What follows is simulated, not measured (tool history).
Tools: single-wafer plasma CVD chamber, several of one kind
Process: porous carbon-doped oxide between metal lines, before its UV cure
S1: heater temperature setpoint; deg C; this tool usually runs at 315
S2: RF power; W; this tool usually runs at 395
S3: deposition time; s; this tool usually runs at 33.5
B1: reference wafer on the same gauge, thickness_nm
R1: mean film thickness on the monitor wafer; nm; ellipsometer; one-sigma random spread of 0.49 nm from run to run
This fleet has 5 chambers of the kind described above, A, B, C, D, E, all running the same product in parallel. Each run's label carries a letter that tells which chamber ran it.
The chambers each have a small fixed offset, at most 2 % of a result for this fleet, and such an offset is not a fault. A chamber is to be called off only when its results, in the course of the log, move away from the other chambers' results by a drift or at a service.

Run 1B, day 0.246: usual settings; B1 165.98. Result: R1 140.7 nm.
Run 2C, day 0.462: usual settings; B1 165.87. Result: R1 138.75 nm.
Run 3D, day 0.762: usual settings; B1 165.9. Result: R1 139.71 nm.
Run 4E, day 1.029: usual settings; B1 166.15. Result: R1 142.19 nm.
Run 5A, day 1.3: usual settings; B1 166.06. Result: R1 141.06 nm.
Run 6D, day 1.654: usual settings; B1 166. Result: R1 140.81 nm.
Run 7C, day 1.879: usual settings; B1 165.97. Result: R1 139.63 nm.
Run 8B, day 2.233: usual settings; B1 165.9. Result: R1 141.25 nm.
Run 9A, day 2.467: usual settings but S2 335 W; B1 166.04. Result: R1 122.63 nm.
Run 10E, day 2.788: usual settings but S2 335 W; B1 166.03. Result: R1 123.99 nm.
Run 11C, day 2.979: usual settings but S2 335 W; B1 165.89. Result: R1 121.43 nm.
Run 12A, day 3.288: usual settings but S2 335 W; B1 166.13. Result: R1 123.67 nm.
Run 13B, day 3.517: usual settings but S2 335 W; B1 165.99. Result: R1 123.71 nm.
At day 3.621: chamber A: thermocouple changed; heater temperature recalibrated.
Run 14D, day 3.692: usual settings; B1 165.97. Result: R1 140.5 nm.
Run 15E, day 3.979: usual settings; B1 166.07. Result: R1 142.17 nm.
Run 16A, day 4.35: usual settings; B1 165.92. Result: R1 140.16 nm.
Run 17E, day 4.642: usual settings; B1 165.99. Result: R1 141.44 nm.
Run 18C, day 4.929: usual settings; B1 165.97. Result: R1 138.54 nm.
Run 19B, day 5.15: usual settings; B1 166. Result: R1 140.51 nm.
Run 20D, day 5.521: usual settings but S1 327 deg C, S2 430 W; B1 166.03. Result: R1 140.68 nm.
At day 5.525: chamber E: thermocouple changed; heater temperature recalibrated.
Run 21B, day 5.917: usual settings but S1 327 deg C, S2 430 W; B1 166.04. Result: R1 141.06 nm.
Run 22A, day 6.288: usual settings but S1 327 deg C, S2 430 W; B1 166.02. Result: R1 140.61 nm.
Run 23D, day 6.471: usual settings but S1 327 deg C, S2 430 W; B1 165.95. Result: R1 140.1 nm.
Run 24E, day 6.708: usual settings but S1 327 deg C, S2 430 W; B1 165.96. Result: R1 146.89 nm.
At day 6.879: chamber C: RF generator calibrated.
Run 25C, day 7.017: usual settings; B1 166.1. Result: R1 139.13 nm.
Run 26A, day 7.338: usual settings; B1 165.98. Result: R1 140.83 nm.
Run 27B, day 7.617: usual settings; B1 166.17. Result: R1 140.17 nm.
Run 28E, day 7.796: usual settings; B1 165.97. Result: R1 146.05 nm.
Run 29D, day 8.104: usual settings; B1 166.03. Result: R1 140.41 nm.
Run 30C, day 8.329: usual settings; B1 166.08. Result: R1 139.46 nm.
Run 31D, day 8.712: usual settings; B1 166.05. Result: R1 140.65 nm.
Run 32E, day 9.042: usual settings; B1 166.14. Result: R1 146.89 nm.
Run 33C, day 9.383: usual settings; B1 165.92. Result: R1 138.63 nm.
Run 34B, day 9.733: usual settings; B1 166.06. Result: R1 140.92 nm.
Run 35A, day 10.104: usual settings but S2 445 W, S3 39.4 s; B1 165.79. Result: R1 180 nm.

Is one chamber off against the others, does the gauge drift, or is nothing wrong? If a chamber is off, say which, and what the likeliest cause is.

A service left chamber E off against the others.
Likeliest cause: wafer temperature below the value expected at the setpoint (K) = 5.67.

Here are 4 candidates for chamber E's next run, each the usual settings with a change, their results left as question marks. Which one brings its results back in line with what the others give on the usual settings?
Counts as in line when no further than this from what the other chambers average on the usual settings: R1 1.7 nm
Run 36E-1, day 10.388: usual settings but S1 317 deg C, S2 380 W. Result: R1 ?.
Run 36E-2, day 10.388: usual settings but S1 319 deg C. Result: R1 ?.
Run 36E-3, day 10.388: usual settings but S1 311 deg C. Result: R1 ?.
Run 36E-4, day 10.388: usual settings but S2 405 W, S3 34.4 s. Result: R1 ?.

What the other chambers average on the usual settings: R1 140.18 nm
  run      R1
36E-1   140.3
36E-2  143.22
36E-3  149.44
36E-4  153.05
36E-1 puts the chamber back in line with the other chambers.

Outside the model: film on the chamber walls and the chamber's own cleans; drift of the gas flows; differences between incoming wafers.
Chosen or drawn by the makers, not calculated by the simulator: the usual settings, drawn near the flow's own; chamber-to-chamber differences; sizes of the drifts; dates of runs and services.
